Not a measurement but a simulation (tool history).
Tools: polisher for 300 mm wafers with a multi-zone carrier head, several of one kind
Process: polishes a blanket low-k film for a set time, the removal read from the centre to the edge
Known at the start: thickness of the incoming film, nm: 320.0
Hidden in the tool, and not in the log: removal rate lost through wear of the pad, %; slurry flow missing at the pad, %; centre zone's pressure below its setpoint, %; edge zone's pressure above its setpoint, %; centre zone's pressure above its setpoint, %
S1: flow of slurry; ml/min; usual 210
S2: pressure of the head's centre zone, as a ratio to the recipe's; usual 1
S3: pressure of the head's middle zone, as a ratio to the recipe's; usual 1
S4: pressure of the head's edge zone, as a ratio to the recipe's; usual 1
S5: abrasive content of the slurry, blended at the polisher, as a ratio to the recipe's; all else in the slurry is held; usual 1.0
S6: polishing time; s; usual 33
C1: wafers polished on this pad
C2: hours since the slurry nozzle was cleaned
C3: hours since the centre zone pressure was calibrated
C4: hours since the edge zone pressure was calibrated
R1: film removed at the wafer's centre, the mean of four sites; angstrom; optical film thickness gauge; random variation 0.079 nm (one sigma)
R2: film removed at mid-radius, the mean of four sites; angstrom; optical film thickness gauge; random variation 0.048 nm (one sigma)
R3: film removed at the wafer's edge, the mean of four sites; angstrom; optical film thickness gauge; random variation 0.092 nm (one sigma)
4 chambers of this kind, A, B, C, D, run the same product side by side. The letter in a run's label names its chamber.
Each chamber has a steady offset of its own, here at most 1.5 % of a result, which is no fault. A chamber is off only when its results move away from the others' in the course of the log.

| run | day | S1 | S2 | S3 | S4 | S5 | S6 | C1 | C2 | C3 | C4 | R1 | R2 | R3 |
|---|---|---|---|---|---|---|---|---|---|---|---|---|---|---|
|  | 0.112 | chamber A: worn pad replaced by a new one |
| 1B | 0.379 | 210 | 1 | 1 | 1 | 1.0 | 33 | 822 | 19.2 | 298.1 | 9.2 | 69.466 | 68.279 | 67.037 |
| 2A | 0.817 | 210 | 1 | 1 | 1 | 1.0 | 33 | 176 | 583.0 | 303.9 | 1218.3 | 66.198 | 67.054 | 68.315 |
| 3D | 1.212 | 210 | 1 | 1 | 1 | 1.0 | 33 | 872 | 318.9 | 1052.7 | 920.0 | 66.695 | 67.364 | 68.736 |
|  | 1.742 | chamber D: worn pad replaced by a new one |
| 4C | 1.800 | 210 | 1 | 1 | 1 | 1.0 | 33 | 492 | 559.8 | 416.3 | 192.7 | 68.578 | 67.566 | 67.650 |
| 5D | 2.092 | 210 | 1 | 1 | 1 | 1.0 | 33 | 88 | 340.0 | 1073.8 | 941.1 | 68.954 | 67.158 | 67.558 |
| 6C | 2.512 | 210 | 1 | 1 | 1 | 1.0 | 33 | 670 | 576.9 | 433.4 | 209.8 | 67.651 | 68.295 | 68.877 |
| 7A | 2.992 | 210 | 1 | 1 | 1 | 1.0 | 33 | 720 | 635.2 | 356.1 | 1270.5 | 67.061 | 67.562 | 68.472 |
|  | 3.129 | chamber A: edge zone pressure recalibrated |
| 8B | 3.262 | 210 | 1 | 1 | 1 | 1.0 | 33 | 1543 | 88.4 | 367.3 | 78.4 | 68.468 | 68.219 | 68.388 |
|  | 3.450 | chamber A: slurry nozzle cleaned |
|  | 3.454 | chamber B: worn pad replaced by a new one |
| 9C | 3.529 | 210 | 1 | 1 | 1 | 1.0 | 33 | 924 | 601.3 | 457.8 | 234.2 | 67.527 | 67.684 | 67.112 |
| 10B | 3.838 | 210 | 1 | 1 | 1 | 1.0 | 33 | 96 | 102.2 | 381.1 | 92.2 | 68.311 | 68.422 | 68.032 |
|  | 4.279 | chamber C: worn pad replaced by a new one |
| 11A | 4.338 | 210 | 1 | 1 | 1 | 1.0 | 33 | 1056 | 21.3 | 388.4 | 29.0 | 67.445 | 67.752 | 67.502 |
|  | 4.600 | chamber C: slurry nozzle cleaned |
| 12D | 4.871 | 210 | 1 | 1 | 1 | 1.0 | 33 | 783 | 406.7 | 1140.5 | 1007.8 | 67.450 | 67.507 | 68.509 |
| 13C | 5.154 | 210 | 1 | 1 | 1 | 1.0 | 33 | 219 | 13.4 | 496.8 | 273.2 | 67.564 | 67.242 | 66.360 |
|  | 5.438 | chamber A: worn pad replaced by a new one |
|  | 5.471 | chamber D: worn pad replaced by a new one |
| 14A | 5.529 | 210 | 1 | 1 | 1 | 1.0 | 33 | 23 | 49.9 | 417.0 | 57.6 | 66.911 | 67.694 | 67.055 |
| 15B | 5.875 | 210 | 1 | 1 | 1 | 1.0 | 33 | 605 | 151.1 | 430.0 | 141.1 | 67.233 | 68.081 | 68.325 |
| 16D | 6.462 | 210 | 1 | 1 | 1 | 1.0 | 33 | 248 | 444.9 | 1178.7 | 1046.0 | 68.033 | 67.413 | 68.864 |
| 17C | 6.842 | 210 | 1 | 1 | 1 | 1.0 | 33 | 641 | 53.9 | 537.3 | 313.7 | 68.018 | 68.613 | 68.542 |
| 18A | 7.358 | 210 | 1 | 1 | 1 | 1.0 | 33 | 480 | 93.8 | 460.9 | 101.5 | 68.971 | 66.723 | 65.742 |
| 19B | 7.796 | 210 | 1 | 1 | 1 | 1.0 | 33 | 1086 | 197.2 | 476.1 | 187.2 | 67.186 | 69.227 | 68.275 |
| 20D | 8.358 | 210 | 1 | 1 | 1 | 1.2 | 24 | 722 | 490.4 | 1224.2 | 1091.5 | 54.101 | 52.518 | 53.458 |
|  | 8.592 | chamber C: worn pad replaced by a new one |
| 21B | 8.838 | 210 | 1 | 1 | 1 | 1.2 | 24 | 1346 | 222.2 | 501.1 | 212.2 | 52.403 | 54.036 | 54.051 |
|  | 8.929 | chamber D: centre zone pressure recalibrated |
|  | 9.162 | chamber D: edge zone pressure recalibrated |
| 22D | 9.254 | 210 | 1 | 1 | 1 | 1.2 | 24 | 946 | 511.9 | 7.9 | 2.2 | 59.920 | 52.514 | 54.356 |
|  | 9.488 | chamber D: worn pad replaced by a new one |
| 23C | 9.833 | 210 | 1 | 1 | 1 | 1.2 | 24 | 310 | 125.7 | 609.1 | 385.5 | 53.105 | 53.231 | 53.854 |
|  | 9.979 | chamber B: worn pad replaced by a new one |
| 24A | 10.275 | 210 | 1 | 1 | 1 | 1.0 | 33 | 1209 | 163.8 | 530.9 | 171.5 | 67.037 | 67.015 | 67.127 |
|  | 10.671 | chamber A: worn pad replaced by a new one |
| 25A | 10.679 | 210 | 1 | 1 | 1 | 1.0 | 33 | 2 | 173.5 | 540.6 | 181.2 | 68.473 | 67.021 | 64.968 |
| 26B | 11.167 | 210 | 1 | 1 | 1 | 1.0 | 33 | 297 | 278.1 | 557.0 | 268.1 | 68.112 | 68.374 | 67.872 |
| 27D | 11.438 | 210 | 1 | 1 | 1 | 1.0 | 33 | 487 | 564.3 | 60.3 | 54.6 | 77.016 | 67.725 | 68.430 |
|  | 11.488 | chamber C: centre zone pressure recalibrated |
| 28C | 11.738 | 180 | 1 | 1 | 1 | 1.0 | 23 | 787 | 171.4 | 6.1 | 431.2 | 45.680 | 46.127 | 46.020 |
| 29D | 12.321 | 180 | 1 | 1 | 1 | 1.0 | 23 | 708 | 585.5 | 81.5 | 75.8 | 50.563 | 45.917 | 47.581 |
|  | 12.388 | chamber C: worn pad replaced by a new one |
| 30A | 12.654 | 180 | 1 | 1 | 1 | 1.0 | 23 | 496 | 220.9 | 588.0 | 228.6 | 46.271 | 46.028 | 45.718 |
| 31C | 13.083 | 180 | 1 | 1 | 1 | 1.0 | 23 | 174 | 203.7 | 38.4 | 463.5 | 46.549 | 45.612 | 47.038 |
| 32B | 13.488 | 210 | 1 | 1 | 1 | 1.0 | 33 | 878 | 333.8 | 612.7 | 323.8 | 67.305 | 68.442 | 68.461 |
| 33A | 14.025 | 210 | 1 | 1 | 1 | 1.0 | 33 | 839 | 253.8 | 620.9 | 261.5 | 66.586 | 68.034 | 67.914 |

Is one chamber off against the others, does the gauge drift, or is nothing wrong? If a chamber is off, say which, and what the likeliest cause is.

A service left chamber D off against the others.
Cause: centre zone's pressure above its setpoint, % = 11.4.

Here are 4 candidates for chamber D's next run, each the usual settings with a change, their results left as question marks. Which one brings its results back in line with what the others give on the usual settings?
In line means no further than this from the other chambers' mean on the usual settings: R1 2.700 angstrom; R2 1.700 angstrom; R3 3.200 angstrom
| 34D-1 | 14.462 | 215 | 1.09 | 0.96 | 0.98 | 1.0 | 34 |  |  |  |  | ? | ? | ? |
| 34D-2 | 14.462 | 205 | 0.92 | 1.04 | 1.02 | 1.0 | 32 |  |  |  |  | ? | ? | ? |
| 34D-3 | 14.462 | 210 | 1.03 | 0.99 | 0.99 | 1.0 | 33 |  |  |  |  | ? | ? | ? |
| 34D-4 | 14.462 | 210 | 0.97 | 1.01 | 1.01 | 1.0 | 33 |  |  |  |  | ? | ? | ? |

The other chambers' mean on the usual settings: R1 67.714 angstrom; R2 67.910 angstrom; R3 67.607 angstrom
| run | R1 | R2 | R3 |
|---|---|---|---|
| 34D-1 | 86.147 | 67.219 | 70.619 |
| 34D-2 | 67.137 | 67.741 | 67.480 |
| 34D-3 | 78.438 | 66.927 | 68.714 |
| 34D-4 | 73.561 | 68.201 | 69.430 |
34D-2 brings the chamber back in line.
